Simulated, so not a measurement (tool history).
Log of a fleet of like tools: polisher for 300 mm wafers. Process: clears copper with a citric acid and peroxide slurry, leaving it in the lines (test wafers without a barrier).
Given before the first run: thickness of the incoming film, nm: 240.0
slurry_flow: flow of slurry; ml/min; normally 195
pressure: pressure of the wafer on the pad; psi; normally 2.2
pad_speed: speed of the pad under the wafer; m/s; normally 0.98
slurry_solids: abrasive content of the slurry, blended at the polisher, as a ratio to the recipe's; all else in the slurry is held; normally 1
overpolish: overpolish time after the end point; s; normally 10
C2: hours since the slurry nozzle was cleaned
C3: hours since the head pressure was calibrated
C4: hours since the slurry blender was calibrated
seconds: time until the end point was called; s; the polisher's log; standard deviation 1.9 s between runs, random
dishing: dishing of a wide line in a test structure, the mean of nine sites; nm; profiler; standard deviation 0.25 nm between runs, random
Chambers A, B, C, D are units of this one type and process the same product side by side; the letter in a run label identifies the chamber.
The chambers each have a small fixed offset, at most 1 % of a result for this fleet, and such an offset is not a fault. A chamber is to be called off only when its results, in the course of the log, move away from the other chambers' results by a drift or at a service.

{"run": "1C", "day": 0.283, "slurry_flow": 195, "pressure": 2.2, "pad_speed": 0.98, "slurry_solids": 1, "overpolish": 10, "wafers polished on this pad": 360, "C2": 754.7, "C3": 671.4, "C4": 174, "seconds": 170.48, "dishing": 10.789}
{"day": 0.288, "done": "chamber A: head pressure recalibrated"}
{"run": "2B", "day": 0.579, "slurry_flow": 195, "pressure": 2.2, "pad_speed": 0.98, "slurry_solids": 1, "overpolish": 10, "wafers polished on this pad": 356, "C2": 168.2, "C3": 174.7, "C4": 58.6, "seconds": 166.63, "dishing": 11.235}
{"day": 0.779, "done": "chamber D: worn pad replaced by a new one"}
{"day": 0.888, "done": "chamber A: slurry blender recalibrated"}
{"run": "3D", "day": 0.938, "slurry_flow": 195, "pressure": 2.2, "pad_speed": 0.98, "slurry_solids": 1, "overpolish": 10, "wafers polished on this pad": 39, "C2": 149.4, "C3": 451.7, "C4": 135.7, "seconds": 164.08, "dishing": 11.371}
{"run": "4A", "day": 1.283, "slurry_flow": 195, "pressure": 2.2, "pad_speed": 0.98, "slurry_solids": 1, "overpolish": 10, "wafers polished on this pad": 321, "C2": 116.2, "C3": 23.9, "C4": 9.5, "seconds": 169.25, "dishing": 11.052}
{"run": "5C", "day": 1.683, "slurry_flow": 195, "pressure": 2.2, "pad_speed": 0.98, "slurry_solids": 1, "overpolish": 10, "wafers polished on this pad": 706, "C2": 788.3, "C3": 705, "C4": 207.6, "seconds": 168.56, "dishing": 11.428}
{"run": "6B", "day": 2.004, "slurry_flow": 195, "pressure": 2.2, "pad_speed": 0.98, "slurry_solids": 1, "overpolish": 10, "wafers polished on this pad": 708, "C2": 202.4, "C3": 208.9, "C4": 92.8, "seconds": 166.71, "dishing": 11.006}
{"day": 2.204, "done": "chamber C: slurry blender recalibrated"}
{"run": "7A", "day": 2.3, "slurry_flow": 195, "pressure": 2.2, "pad_speed": 0.98, "slurry_solids": 1, "overpolish": 10, "wafers polished on this pad": 572, "C2": 140.6, "C3": 48.3, "C4": 33.9, "seconds": 170.12, "dishing": 11.646}
{"day": 2.654, "done": "chamber C: worn pad replaced by a new one"}
{"run": "8D", "day": 2.725, "slurry_flow": 195, "pressure": 2.2, "pad_speed": 0.98, "slurry_solids": 1, "overpolish": 10, "wafers polished on this pad": 480, "C2": 192.3, "C3": 494.6, "C4": 178.6, "seconds": 164.95, "dishing": 10.901}
{"day": 2.896, "done": "chamber B: worn pad replaced by a new one"}
{"run": "9C", "day": 3.025, "slurry_flow": 195, "pressure": 2.2, "pad_speed": 0.98, "slurry_solids": 1, "overpolish": 10, "wafers polished on this pad": 91, "C2": 820.5, "C3": 737.2, "C4": 19.8, "seconds": 170.02, "dishing": 11.467}
{"run": "10A", "day": 3.467, "slurry_flow": 220, "pressure": 2.2, "pad_speed": 0.98, "slurry_solids": 1, "overpolish": 10, "wafers polished on this pad": 860, "C2": 168.6, "C3": 76.3, "C4": 61.9, "seconds": 164.02, "dishing": 11.054}
{"run": "11B", "day": 3.767, "slurry_flow": 220, "pressure": 2.2, "pad_speed": 0.98, "slurry_solids": 1, "overpolish": 10, "wafers polished on this pad": 215, "C2": 244.7, "C3": 251.2, "C4": 135.1, "seconds": 162.54, "dishing": 11.253}
{"run": "12D", "day": 4.138, "slurry_flow": 220, "pressure": 2.2, "pad_speed": 0.98, "slurry_solids": 1, "overpolish": 10, "wafers polished on this pad": 829, "C2": 226.2, "C3": 528.5, "C4": 212.5, "seconds": 165.32, "dishing": 11.216}
{"day": 4.262, "done": "chamber C: slurry nozzle cleaned"}
{"run": "13C", "day": 4.638, "slurry_flow": 220, "pressure": 2.2, "pad_speed": 0.98, "slurry_solids": 1, "overpolish": 10, "wafers polished on this pad": 489, "C2": 9.1, "C3": 775.9, "C4": 58.5, "seconds": 164.97, "dishing": 11.191}
{"day": 4.729, "done": "chamber D: worn pad replaced by a new one"}
{"day": 4.867, "done": "chamber A: worn pad replaced by a new one"}
{"run": "14B", "day": 5.004, "slurry_flow": 195, "pressure": 1.8, "pad_speed": 0.98, "slurry_solids": 1, "overpolish": 10, "wafers polished on this pad": 520, "C2": 274.4, "C3": 280.9, "C4": 164.8, "seconds": 204.71, "dishing": 8.9881}
{"run": "15D", "day": 5.296, "slurry_flow": 195, "pressure": 1.8, "pad_speed": 0.98, "slurry_solids": 1, "overpolish": 10, "wafers polished on this pad": 139, "C2": 254, "C3": 556.3, "C4": 240.3, "seconds": 202.71, "dishing": 8.9069}
{"run": "16A", "day": 5.6, "slurry_flow": 195, "pressure": 1.8, "pad_speed": 0.98, "slurry_solids": 1, "overpolish": 10, "wafers polished on this pad": 181, "C2": 219.8, "C3": 127.5, "C4": 113.1, "seconds": 205.63, "dishing": 8.9453}
{"run": "17D", "day": 5.925, "slurry_flow": 195, "pressure": 1.8, "pad_speed": 0.98, "slurry_solids": 1, "overpolish": 10, "wafers polished on this pad": 295, "C2": 269.1, "C3": 571.4, "C4": 255.4, "seconds": 202.28, "dishing": 8.9636}
{"day": 6.212, "done": "chamber A: slurry nozzle cleaned"}
{"run": "18A", "day": 6.304, "slurry_flow": 195, "pressure": 2.2, "pad_speed": 0.98, "slurry_solids": 1, "overpolish": 10, "wafers polished on this pad": 355, "C2": 2.2, "C3": 144.4, "C4": 130, "seconds": 169.43, "dishing": 10.969}
{"day": 6.383, "done": "chamber C: worn pad replaced by a new one"}
{"run": "19C", "day": 6.846, "slurry_flow": 195, "pressure": 2.2, "pad_speed": 0.98, "slurry_solids": 1, "overpolish": 10, "wafers polished on this pad": 114, "C2": 62.1, "C3": 828.9, "C4": 111.5, "seconds": 170.37, "dishing": 11.378}
{"run": "20B", "day": 7.262, "slurry_flow": 195, "pressure": 2.2, "pad_speed": 0.98, "slurry_solids": 1, "overpolish": 10, "wafers polished on this pad": 1077, "C2": 328.6, "C3": 335.1, "C4": 219, "seconds": 169.93, "dishing": 10.946}
{"run": "21B", "day": 7.638, "slurry_flow": 195, "pressure": 2.2, "pad_speed": 0.98, "slurry_solids": 1, "overpolish": 10, "wafers polished on this pad": 1169, "C2": 337.6, "C3": 344.1, "C4": 228, "seconds": 166.61, "dishing": 10.799}
{"day": 7.662, "done": "chamber B: worn pad replaced by a new one"}
{"run": "22D", "day": 8.071, "slurry_flow": 195, "pressure": 2.2, "pad_speed": 0.98, "slurry_solids": 1, "overpolish": 10, "wafers polished on this pad": 824, "C2": 320.6, "C3": 622.9, "C4": 306.9, "seconds": 167.81, "dishing": 11.043}
{"run": "23C", "day": 8.504, "slurry_flow": 175, "pressure": 2.2, "pad_speed": 0.98, "slurry_solids": 0.75, "overpolish": 10, "wafers polished on this pad": 523, "C2": 101.9, "C3": 868.7, "C4": 151.3, "seconds": 184.79, "dishing": 10.556}
{"day": 8.562, "done": "chamber B: slurry blender recalibrated"}
{"day": 8.692, "done": "chamber D: worn pad replaced by a new one"}
{"run": "24A", "day": 8.971, "slurry_flow": 175, "pressure": 2.2, "pad_speed": 0.98, "slurry_solids": 0.75, "overpolish": 10, "wafers polished on this pad": 1013, "C2": 66.2, "C3": 208.4, "C4": 194, "seconds": 176.26, "dishing": 10.354}
{"day": 9.35, "done": "chamber D: slurry blender recalibrated"}
{"run": "25B", "day": 9.367, "slurry_flow": 175, "pressure": 2.2, "pad_speed": 0.98, "slurry_solids": 0.75, "overpolish": 10, "wafers polished on this pad": 420, "C2": 379.1, "C3": 385.6, "C4": 19.3, "seconds": 182.09, "dishing": 10.163}
{"day": 9.767, "done": "chamber D: slurry nozzle cleaned"}
{"run": "26C", "day": 9.825, "slurry_flow": 175, "pressure": 2.2, "pad_speed": 0.98, "slurry_solids": 0.75, "overpolish": 10, "wafers polished on this pad": 849, "C2": 133.6, "C3": 900.4, "C4": 183, "seconds": 182.98, "dishing": 10.529}
{"run": "27D", "day": 10.229, "slurry_flow": 195, "pressure": 2.2, "pad_speed": 0.98, "slurry_solids": 1, "overpolish": 10, "wafers polished on this pad": 379, "C2": 11.1, "C3": 674.7, "C4": 21.2, "seconds": 165.62, "dishing": 10.805}
{"run": "28A", "day": 10.712, "slurry_flow": 195, "pressure": 2.2, "pad_speed": 0.98, "slurry_solids": 1, "overpolish": 10, "wafers polished on this pad": 1442, "C2": 108, "C3": 250.2, "C4": 235.8, "seconds": 166.28, "dishing": 11.232}

Next, all 4 chambers run the settings below, one line each with question marks for the results. What does each chamber give?
{"run": "29A", "day": 11.117, "slurry_flow": 195, "pressure": 2.2, "pad_speed": 0.98, "slurry_solids": 1, "overpolish": 10, "seconds": "?", "dishing": "?"}
{"run": "29B", "day": 11.117, "slurry_flow": 195, "pressure": 2.2, "pad_speed": 0.98, "slurry_solids": 1, "overpolish": 10, "seconds": "?", "dishing": "?"}
{"run": "29C", "day": 11.117, "slurry_flow": 195, "pressure": 2.2, "pad_speed": 0.98, "slurry_solids": 1, "overpolish": 10, "seconds": "?", "dishing": "?"}
{"run": "29D", "day": 11.117, "slurry_flow": 195, "pressure": 2.2, "pad_speed": 0.98, "slurry_solids": 1, "overpolish": 10, "seconds": "?", "dishing": "?"}

run=29A seconds=169.55 dishing=11.11
run=29B seconds=164.38 dishing=10.82
run=29C seconds=166.12 dishing=11.231
run=29D seconds=163.51 dishing=10.662

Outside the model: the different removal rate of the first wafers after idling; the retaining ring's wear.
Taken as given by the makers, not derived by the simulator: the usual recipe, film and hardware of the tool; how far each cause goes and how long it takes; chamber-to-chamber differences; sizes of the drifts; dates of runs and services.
